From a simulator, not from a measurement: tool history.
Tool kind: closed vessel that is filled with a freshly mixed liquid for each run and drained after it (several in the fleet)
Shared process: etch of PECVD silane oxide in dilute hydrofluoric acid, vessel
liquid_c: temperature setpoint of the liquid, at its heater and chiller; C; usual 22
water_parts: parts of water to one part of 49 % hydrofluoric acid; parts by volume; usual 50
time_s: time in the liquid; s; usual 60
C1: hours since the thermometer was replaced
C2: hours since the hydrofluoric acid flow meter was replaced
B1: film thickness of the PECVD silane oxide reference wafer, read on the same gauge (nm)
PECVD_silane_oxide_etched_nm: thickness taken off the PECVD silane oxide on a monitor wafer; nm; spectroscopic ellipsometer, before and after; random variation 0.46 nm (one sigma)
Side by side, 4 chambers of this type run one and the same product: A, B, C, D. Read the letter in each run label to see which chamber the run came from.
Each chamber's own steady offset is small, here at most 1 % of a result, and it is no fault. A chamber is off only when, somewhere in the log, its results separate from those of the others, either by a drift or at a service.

run 1B hour=7.5 | liquid_c=22 water_parts=50 time_s=60 | C1=846.5 C2=2023.4 | B1=29.983 | PECVD_silane_oxide_etched_nm=51.295
run 2D hour=14.7 | liquid_c=22 water_parts=50 time_s=60 | C1=2521.3 C2=274.9 | B1=30.027 | PECVD_silane_oxide_etched_nm=52.659
run 3A hour=23.7 | liquid_c=22 water_parts=50 time_s=60 | C1=1635.1 C2=109.6 | B1=30.015 | PECVD_silane_oxide_etched_nm=51.610
run 4C hour=35.7 | liquid_c=22 water_parts=50 time_s=60 | C1=1485.3 C2=141.7 | B1=30.016 | PECVD_silane_oxide_etched_nm=51.960
run 5A hour=51.2 | liquid_c=22 water_parts=50 time_s=60 | C1=1662.6 C2=137.1 | B1=30.015 | PECVD_silane_oxide_etched_nm=51.684
run 6B hour=66.6 | liquid_c=22 water_parts=50 time_s=60 | C1=905.6 C2=2082.5 | B1=29.977 | PECVD_silane_oxide_etched_nm=51.882
run 7C hour=79.0 | liquid_c=22 water_parts=50 time_s=60 | C1=1528.6 C2=185.0 | B1=30.004 | PECVD_silane_oxide_etched_nm=51.494
run 8D hour=95.1 | liquid_c=22 water_parts=50 time_s=60 | C1=2601.7 C2=355.3 | B1=29.989 | PECVD_silane_oxide_etched_nm=52.076
run 9C hour=107.6 | liquid_c=22 water_parts=50 time_s=60 | C1=1557.2 C2=213.6 | B1=29.998 | PECVD_silane_oxide_etched_nm=51.590
run 10D hour=119.4 | liquid_c=22 water_parts=50 time_s=60 | C1=2626.0 C2=379.6 | B1=29.999 | PECVD_silane_oxide_etched_nm=52.672
run 11B hour=128.5 | liquid_c=22 water_parts=50 time_s=60 | C1=967.5 C2=2144.4 | B1=29.982 | PECVD_silane_oxide_etched_nm=50.781
-- hour=130.9 chamber B: hydrofluoric acid flow meter replaced
run 12A hour=140.5 | liquid_c=22 water_parts=50 time_s=60 | C1=1751.9 C2=226.4 | B1=29.989 | PECVD_silane_oxide_etched_nm=51.412
run 13D hour=155.0 | liquid_c=22 water_parts=50 time_s=60 | C1=2661.6 C2=415.2 | B1=29.987 | PECVD_silane_oxide_etched_nm=52.649
run 14A hour=166.8 | liquid_c=22 water_parts=40 time_s=60 | C1=1778.2 C2=252.7 | B1=30.053 | PECVD_silane_oxide_etched_nm=67.035
run 15B hour=178.7 | liquid_c=22 water_parts=40 time_s=60 | C1=1017.7 C2=47.9 | B1=29.989 | PECVD_silane_oxide_etched_nm=65.681
run 16C hour=190.6 | liquid_c=22 water_parts=40 time_s=60 | C1=1640.2 C2=296.6 | B1=30.014 | PECVD_silane_oxide_etched_nm=66.137
run 17B hour=203.4 | liquid_c=22 water_parts=40 time_s=60 | C1=1042.4 C2=72.6 | B1=30.006 | PECVD_silane_oxide_etched_nm=65.258
-- hour=215.4 chamber D: thermometer replaced
run 18A hour=219.5 | liquid_c=22 water_parts=50 time_s=60 | C1=1830.9 C2=305.4 | B1=30.021 | PECVD_silane_oxide_etched_nm=51.586
run 19C hour=229.0 | liquid_c=22 water_parts=50 time_s=60 | C1=1678.6 C2=335.0 | B1=30.021 | PECVD_silane_oxide_etched_nm=52.206
run 20D hour=240.5 | liquid_c=22 water_parts=50 time_s=60 | C1=25.1 C2=500.7 | B1=30.037 | PECVD_silane_oxide_etched_nm=53.119
run 21C hour=248.4 | liquid_c=22 water_parts=50 time_s=60 | C1=1698.0 C2=354.4 | B1=30.024 | PECVD_silane_oxide_etched_nm=51.595
run 22D hour=260.2 | liquid_c=22 water_parts=50 time_s=60 | C1=44.8 C2=520.4 | B1=29.975 | PECVD_silane_oxide_etched_nm=53.108
run 23B hour=273.0 | liquid_c=22 water_parts=30 time_s=60 | C1=1112.0 C2=142.2 | B1=29.998 | PECVD_silane_oxide_etched_nm=87.931
run 24A hour=282.1 | liquid_c=22 water_parts=30 time_s=60 | C1=1893.5 C2=368.0 | B1=30.032 | PECVD_silane_oxide_etched_nm=89.580
-- hour=285.4 chamber A: thermometer replaced
run 25D hour=294.5 | liquid_c=22 water_parts=30 time_s=60 | C1=79.1 C2=554.7 | B1=29.984 | PECVD_silane_oxide_etched_nm=91.934
-- hour=298.0 chamber C: hydrofluoric acid flow meter replaced
run 26C hour=309.4 | liquid_c=22 water_parts=30 time_s=60 | C1=1759.0 C2=11.4 | B1=30.021 | PECVD_silane_oxide_etched_nm=89.527
run 27B hour=323.2 | liquid_c=22 water_parts=65 time_s=60 | C1=1162.2 C2=192.4 | B1=29.979 | PECVD_silane_oxide_etched_nm=38.455
run 28A hour=338.8 | liquid_c=22 water_parts=65 time_s=60 | C1=53.4 C2=424.7 | B1=29.985 | PECVD_silane_oxide_etched_nm=39.113
run 29D hour=347.9 | liquid_c=22 water_parts=65 time_s=60 | C1=132.5 C2=608.1 | B1=29.996 | PECVD_silane_oxide_etched_nm=41.421
run 30C hour=364.0 | liquid_c=22 water_parts=65 time_s=60 | C1=1813.6 C2=66.0 | B1=30.015 | PECVD_silane_oxide_etched_nm=38.981
run 31B hour=375.9 | liquid_c=22 water_parts=50 time_s=60 | C1=1214.9 C2=245.1 | B1=30.001 | PECVD_silane_oxide_etched_nm=52.401
run 32A hour=383.7 | liquid_c=22 water_parts=50 time_s=60 | C1=98.3 C2=469.6 | B1=30.047 | PECVD_silane_oxide_etched_nm=51.887
run 33D hour=395.4 | liquid_c=22 water_parts=50 time_s=60 | C1=180.0 C2=655.6 | B1=30.025 | PECVD_silane_oxide_etched_nm=54.635
run 34C hour=411.5 | liquid_c=22 water_parts=50 time_s=60 | C1=1861.1 C2=113.5 | B1=30.007 | PECVD_silane_oxide_etched_nm=51.569
run 35B hour=423.4 | liquid_c=22 water_parts=50 time_s=60 | C1=1262.4 C2=292.6 | B1=29.988 | PECVD_silane_oxide_etched_nm=52.101
run 36A hour=431.1 | liquid_c=22 water_parts=50 time_s=60 | C1=145.7 C2=517.0 | B1=30.020 | PECVD_silane_oxide_etched_nm=52.316
run 37A hour=441.4 | liquid_c=22 water_parts=70 time_s=90 | C1=156.0 C2=527.3 | B1=29.987 | PECVD_silane_oxide_etched_nm=54.535
run 38C hour=455.6 | liquid_c=22 water_parts=70 time_s=90 | C1=1905.2 C2=157.6 | B1=29.976 | PECVD_silane_oxide_etched_nm=53.789
run 39B hour=466.6 | liquid_c=22 water_parts=70 time_s=90 | C1=1305.6 C2=335.8 | B1=29.973 | PECVD_silane_oxide_etched_nm=53.686
run 40D hour=480.1 | liquid_c=22 water_parts=70 time_s=90 | C1=264.7 C2=740.3 | B1=29.991 | PECVD_silane_oxide_etched_nm=59.950

Next, every chamber runs the same settings. What will each give?
run 41A hour=491.8 | liquid_c=22 water_parts=50 time_s=60 | PECVD_silane_oxide_etched_nm=?
run 41B hour=491.8 | liquid_c=22 water_parts=50 time_s=60 | PECVD_silane_oxide_etched_nm=?
run 41C hour=491.8 | liquid_c=22 water_parts=50 time_s=60 | PECVD_silane_oxide_etched_nm=?
run 41D hour=491.8 | liquid_c=22 water_parts=50 time_s=60 | PECVD_silane_oxide_etched_nm=?

run=41A PECVD_silane_oxide_etched_nm=52.086
run=41B PECVD_silane_oxide_etched_nm=50.708
run=41C PECVD_silane_oxide_etched_nm=51.495
run=41D PECVD_silane_oxide_etched_nm=56.918
